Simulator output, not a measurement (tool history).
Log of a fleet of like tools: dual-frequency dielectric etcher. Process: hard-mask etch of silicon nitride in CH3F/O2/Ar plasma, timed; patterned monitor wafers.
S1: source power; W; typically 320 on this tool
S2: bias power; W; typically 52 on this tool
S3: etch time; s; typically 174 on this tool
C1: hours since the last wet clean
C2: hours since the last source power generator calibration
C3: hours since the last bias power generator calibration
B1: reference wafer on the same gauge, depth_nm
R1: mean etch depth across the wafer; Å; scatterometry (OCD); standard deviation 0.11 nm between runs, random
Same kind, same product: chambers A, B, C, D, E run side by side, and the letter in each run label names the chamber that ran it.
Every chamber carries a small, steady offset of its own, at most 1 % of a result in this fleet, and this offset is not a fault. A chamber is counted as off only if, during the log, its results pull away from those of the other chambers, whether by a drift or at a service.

Run 1B, hour 14.9: usual settings; C1 394.8; C2 557.0; C3 322.5; B1 97.983. Result: R1 1010.00 Å.
Run 2D, hour 30.3: usual settings; C1 343.1; C2 2671.7; C3 1057.8; B1 97.990. Result: R1 1007.60 Å.
Run 3A, hour 40.1: usual settings; C1 284.2; C2 244.3; C3 794.8; B1 97.950. Result: R1 1005.40 Å.
Run 4C, hour 54.0: usual settings; C1 178.2; C2 2195.2; C3 1238.3; B1 97.949. Result: R1 1002.60 Å.
Run 5E, hour 67.6: usual settings; C1 324.2; C2 1300.1; C3 254.1; B1 97.944. Result: R1 1010.30 Å.
Run 6D, hour 82.9: usual settings; C1 395.7; C2 2724.3; C3 1110.4; B1 97.922. Result: R1 1009.00 Å.
Run 7C, hour 92.7: usual settings; C1 216.9; C2 2233.9; C3 1277.0; B1 97.911. Result: R1 1003.30 Å.
Run 8E, hour 104.9: usual settings; C1 361.5; C2 1337.4; C3 291.4; B1 97.926. Result: R1 1008.10 Å.
Run 9B, hour 117.4: usual settings; C1 497.3; C2 659.5; C3 425.0; B1 97.917. Result: R1 1010.90 Å.
Run 10A, hour 127.3: usual settings; C1 371.4; C2 331.5; C3 882.0; B1 97.877. Result: R1 1007.70 Å.
At hour 132.3: chamber B: wet clean of the chamber.
Run 11B, hour 142.4: usual settings; C1 10.1; C2 684.5; C3 450.0; B1 97.879. Result: R1 1010.50 Å.
At hour 146.6: chamber A: wet clean of the chamber.
Run 12A, hour 154.8: usual settings; C1 8.3; C2 359.0; C3 909.5; B1 97.859. Result: R1 1006.60 Å.
Run 13C, hour 165.8: usual settings; C1 290.0; C2 2307.0; C3 1350.1; B1 97.862. Result: R1 1002.60 Å.
Run 14D, hour 172.7: usual settings; C1 485.5; C2 2814.1; C3 1200.2; B1 97.858. Result: R1 1007.20 Å.
At hour 176.6: chamber D: wet clean of the chamber.
Run 15E, hour 185.7: usual settings but S2 60 W, S3 133 s; C1 442.3; C2 1418.2; C3 372.2; B1 97.851. Result: R1 806.42 Å.
Run 16E, hour 196.7: usual settings but S2 60 W, S3 133 s; C1 453.3; C2 1429.2; C3 383.2; B1 97.806. Result: R1 807.30 Å.
Run 17D, hour 207.7: usual settings but S2 60 W, S3 133 s; C1 31.2; C2 2849.1; C3 1235.2; B1 97.829. Result: R1 804.30 Å.
Run 18C, hour 216.4: usual settings but S2 60 W, S3 133 s; C1 340.6; C2 2357.6; C3 1400.7; B1 97.823. Result: R1 802.42 Å.
Run 19B, hour 231.2: usual settings but S2 60 W, S3 133 s; C1 98.9; C2 773.3; C3 538.8; B1 97.799. Result: R1 811.03 Å.
Run 20A, hour 243.8: usual settings; C1 97.3; C2 448.0; C3 998.5; B1 97.757. Result: R1 1005.80 Å.
Run 21D, hour 255.3: usual settings; C1 78.8; C2 2896.7; C3 1282.8; B1 97.770. Result: R1 1003.00 Å.
Run 22B, hour 269.1: usual settings; C1 136.8; C2 811.2; C3 576.7; B1 97.782. Result: R1 1008.30 Å.
At hour 278.0: chamber C: wet clean of the chamber.
At hour 279.2: chamber E: wet clean of the chamber.
Run 23E, hour 283.5: usual settings; C1 4.3; C2 1516.0; C3 470.0; B1 97.763. Result: R1 1005.10 Å.
Run 24A, hour 293.0: usual settings; C1 146.5; C2 497.2; C3 1047.7; B1 97.741. Result: R1 1003.60 Å.
Run 25C, hour 304.3: usual settings; C1 26.3; C2 2445.5; C3 1488.6; B1 97.758. Result: R1 1000.80 Å.
Run 26D, hour 317.6: usual settings; C1 141.1; C2 2959.0; C3 1345.1; B1 97.728. Result: R1 1003.10 Å.
Run 27A, hour 330.5: usual settings; C1 184.0; C2 534.7; C3 1085.2; B1 97.699. Result: R1 1005.60 Å.
Run 28C, hour 342.2: usual settings; C1 64.2; C2 2483.4; C3 1526.5; B1 97.709. Result: R1 998.10 Å.
Run 29E, hour 351.2: usual settings; C1 72.0; C2 1583.7; C3 537.7; B1 97.689. Result: R1 1005.20 Å.
Run 30B, hour 363.3: usual settings; C1 231.0; C2 905.4; C3 670.9; B1 97.652. Result: R1 1007.80 Å.
Run 31C, hour 371.2: usual settings; C1 93.2; C2 2512.4; C3 1555.5; B1 97.669. Result: R1 999.63 Å.
Run 32E, hour 380.7: usual settings; C1 101.5; C2 1613.2; C3 567.2; B1 97.663. Result: R1 1005.10 Å.
Run 33B, hour 390.3: usual settings; C1 258.0; C2 932.4; C3 697.9; B1 97.664. Result: R1 1006.80 Å.
Run 34D, hour 400.4: usual settings but S1 270 W; C1 223.9; C2 3041.8; C3 1427.9; B1 97.626. Result: R1 938.01 Å.
Run 35A, hour 413.9: usual settings but S1 270 W; C1 267.4; C2 618.1; C3 1168.6; B1 97.619. Result: R1 939.37 Å.
Run 36E, hour 429.4: usual settings but S1 270 W; C1 150.2; C2 1661.9; C3 615.9; B1 97.602. Result: R1 940.87 Å.
Run 37C, hour 437.1: usual settings but S1 270 W; C1 159.1; C2 2578.3; C3 1621.4; B1 97.589. Result: R1 933.87 Å.
Run 38D, hour 444.9: usual settings but S1 270 W; C1 268.4; C2 3086.3; C3 1472.4; B1 97.606. Result: R1 937.08 Å.
Run 39A, hour 459.0: usual settings; C1 312.5; C2 663.2; C3 1213.7; B1 97.587. Result: R1 1002.80 Å.
Run 40B, hour 468.5: usual settings; C1 336.2; C2 1010.6; C3 776.1; B1 97.585. Result: R1 1006.40 Å.
Run 41C, hour 477.1: usual settings; C1 199.1; C2 2618.3; C3 1661.4; B1 97.579. Result: R1 997.78 Å.
Run 42B, hour 486.9: usual settings; C1 354.6; C2 1029.0; C3 794.5; B1 97.571. Result: R1 1006.70 Å.

Predict what each chamber gives when all 5 of them run the settings below next.
Run 43A, hour 498.1: usual settings. Result: R1 ?.
Run 43B, hour 498.1: usual settings. Result: R1 ?.
Run 43C, hour 498.1: usual settings. Result: R1 ?.
Run 43D, hour 498.1: usual settings. Result: R1 ?.
Run 43E, hour 498.1: usual settings. Result: R1 ?.

run       R1
43A  1003.60
43B  1005.30
43C   999.18
43D  1004.70
43E  1005.20
